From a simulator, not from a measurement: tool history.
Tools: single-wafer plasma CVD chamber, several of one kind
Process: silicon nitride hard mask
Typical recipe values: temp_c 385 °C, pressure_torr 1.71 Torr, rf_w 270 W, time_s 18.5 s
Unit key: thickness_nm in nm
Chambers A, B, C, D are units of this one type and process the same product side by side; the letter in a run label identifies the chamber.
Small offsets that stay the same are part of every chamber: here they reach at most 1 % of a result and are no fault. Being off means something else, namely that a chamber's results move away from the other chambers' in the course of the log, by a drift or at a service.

run,hour,temp_c,pressure_torr,rf_w,time_s,"read-back reference wafer on the same gauge, thickness_nm",thickness_nm
1A,8.4,385,1.71,270,18.5,17.599,20.293
2C,12.7,385,1.71,270,18.5,17.597,20.476
3D,19.2,385,1.71,270,18.5,17.605,20.302
4B,26.2,385,1.71,270,18.5,17.589,20.185
5C,29.9,385,1.71,270,18.5,17.604,20.482
6B,33.5,385,1.71,270,20.5,17.6,22.351
# hour 38.8: chamber B: capacitance manometer re-zeroed and calibrated
7D,40.4,385,1.71,270,20.5,17.592,22.672
8A,45.4,385,1.71,270,20.5,17.609,22.253
9A,51.3,385,1.71,270,20.5,17.605,22.443
10C,57.6,385,1.71,270,18.5,17.611,20.49
11B,64.3,385,1.71,270,18.5,17.591,20.188
12D,68.8,385,1.71,270,18.5,17.604,20.487
13D,72.7,378,1.71,270,15.8,17.603,17.587
14B,76.8,378,1.71,270,15.8,17.609,17.354
15A,84.8,378,1.71,270,15.8,17.584,17.386
# hour 90.1: chamber C: capacitance manometer re-zeroed and calibrated
16C,90.1,378,1.71,270,15.8,17.625,17.396
17A,95.6,385,1.71,270,18.5,17.598,20.157
18B,100.4,385,1.71,270,18.5,17.582,19.985
19C,107.3,385,2,270,18.5,17.601,21.544
20D,115.5,385,2,270,18.5,17.6,21.218
21B,123.6,385,2,270,18.5,17.614,20.711
22C,129.3,385,2,270,18.5,17.611,21.389
23A,135.7,385,1.97,250,18.5,17.599,20.07
24D,143.2,385,1.97,250,18.5,17.61,20.075
25B,151.3,385,1.97,250,18.5,17.583,19.326
26C,156.6,385,1.97,250,18.5,17.603,20.255
27D,162.8,385,1.71,270,18.5,17.601,20.451
28A,171.1,385,1.71,270,18.5,17.6,20.222
29B,178.4,371,1.98,270,18.5,17.582,20.154
30C,182.8,371,1.98,270,18.5,17.624,21.451
31A,188,371,1.98,270,18.5,17.596,21.329
32D,194.6,371,1.98,270,18.5,17.612,21.446

All 4 chambers run these settings next. Forecast each chamber's results:
33A,200.6,371,1.71,270,18.5,,?
33B,200.6,371,1.71,270,18.5,,?
33C,200.6,371,1.71,270,18.5,,?
33D,200.6,371,1.71,270,18.5,,?

run,thickness_nm
33A,20.338
33B,19.111
33C,20.473
33D,20.414

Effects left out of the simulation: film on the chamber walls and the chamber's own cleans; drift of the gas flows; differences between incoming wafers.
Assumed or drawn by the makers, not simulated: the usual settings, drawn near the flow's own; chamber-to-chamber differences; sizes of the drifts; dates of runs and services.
